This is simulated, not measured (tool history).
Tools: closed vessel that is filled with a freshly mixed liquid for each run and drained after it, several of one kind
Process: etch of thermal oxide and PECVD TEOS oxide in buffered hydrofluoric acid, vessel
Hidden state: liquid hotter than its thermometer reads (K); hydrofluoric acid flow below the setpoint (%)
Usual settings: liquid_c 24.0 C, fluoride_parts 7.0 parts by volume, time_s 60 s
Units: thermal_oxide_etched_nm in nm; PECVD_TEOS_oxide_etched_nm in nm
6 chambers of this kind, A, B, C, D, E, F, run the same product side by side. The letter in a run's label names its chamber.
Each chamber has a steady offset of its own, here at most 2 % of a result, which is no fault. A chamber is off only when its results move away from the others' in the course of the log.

run	hour	liquid_c	fluoride_parts	time_s	hours since the thermometer was replaced	hours since the hydrofluoric acid flow meter was replaced	read-back film thickness of the thermal oxide reference wafer, read on the same gauge (nm)	read-back film thickness of the PECVD TEOS oxide reference wafer, read on the same gauge (nm)	thermal_oxide_etched_nm	PECVD_TEOS_oxide_etched_nm
1F	3.8	24.0	7.0	60	30.1	1734.6	150.00	40.006	100.010	179.74
2E	12.2	24.0	7.0	60	1604.5	711.9	149.99	39.991	101.590	186.65
3D	20.6	24.0	7.0	60	1183.7	577.2	149.99	39.992	99.499	183.26
4B	24.9	24.0	7.0	60	829.9	1738.0	150.00	40.005	98.686	182.90
5A	29.9	28.0	7.0	60	885.0	840.3	150.01	40.011	122.970	225.46
6C	36.3	28.0	7.0	60	1211.1	1652.5	150.00	40.020	120.860	229.83
7E	44.0	28.0	7.0	60	1636.3	743.7	149.99	39.983	125.420	230.60
8B	49.8	28.0	7.0	60	854.8	1762.9	149.99	39.974	123.620	223.79
9C	56.5	28.0	7.0	60	1231.3	1672.7	150.02	39.963	123.620	228.33
10D	60.3	28.0	7.0	60	1223.4	616.9	150.01	40.031	121.310	232.49
11A	67.0	24.0	9.5	85	922.1	877.4	149.99	40.013	104.480	192.11
12F	74.0	24.0	9.5	85	100.3	1804.8	150.02	39.982	104.340	190.97
13F	77.8	24.0	9.5	85	104.1	1808.6	150.03	39.983	101.910	189.43
14C	83.2	24.0	9.5	85	1258.0	1699.4	150.00	40.002	103.070	192.20
15D	91.1	24.0	9.5	85	1254.2	647.7	150.01	39.996	103.260	194.55
16A	98.0	24.0	9.5	85	953.1	908.4	150.00	39.993	103.550	191.39
17B	105.1	28.5	8.0	60	910.1	1818.2	150.00	40.008	107.210	204.12
18E	113.2	28.5	8.0	60	1705.5	812.9	150.01	39.990	111.230	205.33
# hour 116.7: chamber D: hydrofluoric acid flow meter replaced
19C	118.1	28.5	8.0	60	1292.9	1734.3	150.00	39.989	108.150	205.62
20E	122.4	28.5	8.0	60	1714.7	822.1	149.97	40.005	108.470	204.26
21A	129.9	28.5	8.0	60	985.0	940.3	149.98	40.012	110.140	202.61
22B	137.6	28.5	8.0	60	942.6	1850.7	149.99	39.992	109.430	202.97
23D	144.3	24.0	7.0	60	1307.4	27.7	150.02	40.014	97.327	184.78
24F	148.8	24.0	7.0	60	175.1	1879.6	150.00	39.996	99.251	178.61
25A	157.0	24.0	7.0	60	1012.1	967.4	149.99	39.993	100.530	181.76
26C	163.5	24.0	5.0	30	1338.3	1779.7	150.00	39.987	64.932	125.42
27F	171.3	24.0	5.0	30	197.6	1902.1	150.02	39.995	66.407	122.06
28D	176.0	24.0	5.0	30	1339.1	59.4	150.01	39.998	66.123	124.41
29E	181.3	24.0	5.0	30	1773.6	881.0	149.99	39.983	65.823	124.34
30B	186.1	24.0	5.0	30	991.1	1899.2	150.00	40.011	65.685	124.68
31B	190.7	24.0	5.0	30	995.7	1903.8	150.00	39.996	67.584	122.24
32F	198.7	24.0	7.0	60	225.0	1929.5	150.01	40.008	98.804	180.69
33C	203.5	24.0	7.0	60	1378.3	1819.7	149.99	39.997	98.858	185.21
34D	208.4	24.0	7.0	60	1371.5	91.8	150.00	39.989	98.332	182.99
35E	216.7	24.0	7.0	80	1809.0	916.4	149.99	40.009	132.780	246.65
36A	220.5	24.0	7.0	80	1075.6	1030.9	150.00	40.008	132.190	245.81
37B	228.2	24.0	7.0	80	1033.2	1941.3	150.00	39.992	129.870	247.13
38D	233.4	24.0	7.0	80	1396.5	116.8	150.02	39.983	135.210	247.60
39F	238.6	24.0	7.0	80	264.9	1969.4	149.99	40.004	132.120	245.04
40C	243.0	24.0	7.0	80	1417.8	1859.2	149.98	39.989	130.010	242.38

What goes on in this fleet: one chamber off, a drifting gauge, or nothing beyond the chambers' own small offsets? Name the chamber and the cause, if any.

No chamber stands off beyond its own small offset, and the gauge holds steady.
